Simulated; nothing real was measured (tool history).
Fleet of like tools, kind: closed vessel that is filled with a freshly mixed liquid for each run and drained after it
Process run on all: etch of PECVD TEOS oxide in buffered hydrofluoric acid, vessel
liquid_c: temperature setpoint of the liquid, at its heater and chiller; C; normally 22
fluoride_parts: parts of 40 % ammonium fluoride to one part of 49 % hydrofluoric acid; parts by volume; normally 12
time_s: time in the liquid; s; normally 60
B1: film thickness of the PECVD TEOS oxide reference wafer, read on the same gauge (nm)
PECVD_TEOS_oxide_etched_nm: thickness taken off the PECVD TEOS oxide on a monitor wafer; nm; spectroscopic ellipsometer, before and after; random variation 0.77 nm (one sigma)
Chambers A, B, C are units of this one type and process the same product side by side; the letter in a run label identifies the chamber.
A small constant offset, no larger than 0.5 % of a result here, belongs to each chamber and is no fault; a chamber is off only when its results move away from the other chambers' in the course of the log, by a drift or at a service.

Run 1B, hour 7.9: usual settings; B1 49.993. Result: PECVD_TEOS_oxide_etched_nm 88.395 nm.
Run 2A, hour 18.5: usual settings; B1 50.027. Result: PECVD_TEOS_oxide_etched_nm 88.551 nm.
Run 3C, hour 24.1: usual settings; B1 49.943. Result: PECVD_TEOS_oxide_etched_nm 90.57 nm.
Run 4C, hour 32.3: usual settings; B1 50.045. Result: PECVD_TEOS_oxide_etched_nm 88.556 nm.
Run 5A, hour 39.8: usual settings; B1 49.994. Result: PECVD_TEOS_oxide_etched_nm 88.098 nm.
Run 6B, hour 47: usual settings; B1 49.974. Result: PECVD_TEOS_oxide_etched_nm 91.251 nm.
Run 7C, hour 53.1: usual settings but liquid_c 19.5 C, fluoride_parts 9 parts by volume; B1 49.996. Result: PECVD_TEOS_oxide_etched_nm 99.152 nm.
Run 8A, hour 63.4: usual settings but liquid_c 19.5 C, fluoride_parts 9 parts by volume; B1 50.014. Result: PECVD_TEOS_oxide_etched_nm 100.33 nm.
Run 9B, hour 75: usual settings but liquid_c 19.5 C, fluoride_parts 9 parts by volume; B1 49.983. Result: PECVD_TEOS_oxide_etched_nm 100.19 nm.
At hour 76.3: chamber B: hydrofluoric acid flow meter replaced.
Run 10B, hour 86.4: usual settings; B1 50.067. Result: PECVD_TEOS_oxide_etched_nm 90.342 nm.
Run 11A, hour 92.9: usual settings; B1 49.986. Result: PECVD_TEOS_oxide_etched_nm 88.723 nm.
Run 12C, hour 103.8: usual settings; B1 49.975. Result: PECVD_TEOS_oxide_etched_nm 90.924 nm.
Run 13A, hour 115.7: usual settings but liquid_c 17 C; B1 50.024. Result: PECVD_TEOS_oxide_etched_nm 66.975 nm.
Run 14C, hour 125.4: usual settings but liquid_c 17 C; B1 49.974. Result: PECVD_TEOS_oxide_etched_nm 70.145 nm.
Run 15B, hour 138: usual settings but liquid_c 17 C; B1 49.977. Result: PECVD_TEOS_oxide_etched_nm 68.214 nm.
At hour 140.1: chamber A: thermometer replaced.
Run 16C, hour 147.7: usual settings; B1 50.004. Result: PECVD_TEOS_oxide_etched_nm 94.434 nm.
Run 17B, hour 154.5: usual settings; B1 50.033. Result: PECVD_TEOS_oxide_etched_nm 90.152 nm.
Run 18A, hour 164.9: usual settings; B1 50.009. Result: PECVD_TEOS_oxide_etched_nm 88.256 nm.
Run 19A, hour 177.5: usual settings; B1 49.975. Result: PECVD_TEOS_oxide_etched_nm 89.29 nm.
Run 20B, hour 184.9: usual settings; B1 49.986. Result: PECVD_TEOS_oxide_etched_nm 89.156 nm.
Run 21C, hour 191.4: usual settings but fluoride_parts 9 parts by volume, time_s 30 s; B1 50.03. Result: PECVD_TEOS_oxide_etched_nm 61.684 nm.
Run 22B, hour 203.7: usual settings but fluoride_parts 9 parts by volume, time_s 30 s; B1 50.048. Result: PECVD_TEOS_oxide_etched_nm 57.1 nm.
Run 23A, hour 214.2: usual settings but fluoride_parts 9 parts by volume, time_s 30 s; B1 49.991. Result: PECVD_TEOS_oxide_etched_nm 57.6 nm.
Run 24C, hour 222.5: usual settings; B1 49.963. Result: PECVD_TEOS_oxide_etched_nm 96.678 nm.
Run 25A, hour 232.1: usual settings; B1 50.014. Result: PECVD_TEOS_oxide_etched_nm 88.348 nm.
Run 26C, hour 238.5: usual settings; B1 49.989. Result: PECVD_TEOS_oxide_etched_nm 97.833 nm.
Run 27B, hour 247.1: usual settings; B1 50.018. Result: PECVD_TEOS_oxide_etched_nm 88.691 nm.
Run 28B, hour 253.7: usual settings; B1 49.967. Result: PECVD_TEOS_oxide_etched_nm 88.742 nm.
Run 29C, hour 260.7: usual settings; B1 50.013. Result: PECVD_TEOS_oxide_etched_nm 98.232 nm.
Run 30A, hour 269.6: usual settings; B1 49.968. Result: PECVD_TEOS_oxide_etched_nm 90.47 nm.
Run 31B, hour 277.7: usual settings but time_s 30 s; B1 50.001. Result: PECVD_TEOS_oxide_etched_nm 44.249 nm.
Run 32A, hour 284.9: usual settings but time_s 30 s; B1 50.003. Result: PECVD_TEOS_oxide_etched_nm 45.347 nm.

Each of the 3 chambers runs these same settings next. Fill in every chamber's results:
Run 33A, hour 293.9: usual settings. Result: PECVD_TEOS_oxide_etched_nm ?.
Run 33B, hour 293.9: usual settings. Result: PECVD_TEOS_oxide_etched_nm ?.
Run 33C, hour 293.9: usual settings. Result: PECVD_TEOS_oxide_etched_nm ?.

run  PECVD_TEOS_oxide_etched_nm
33A                      88.835
33B                      88.256
33C                      100.79
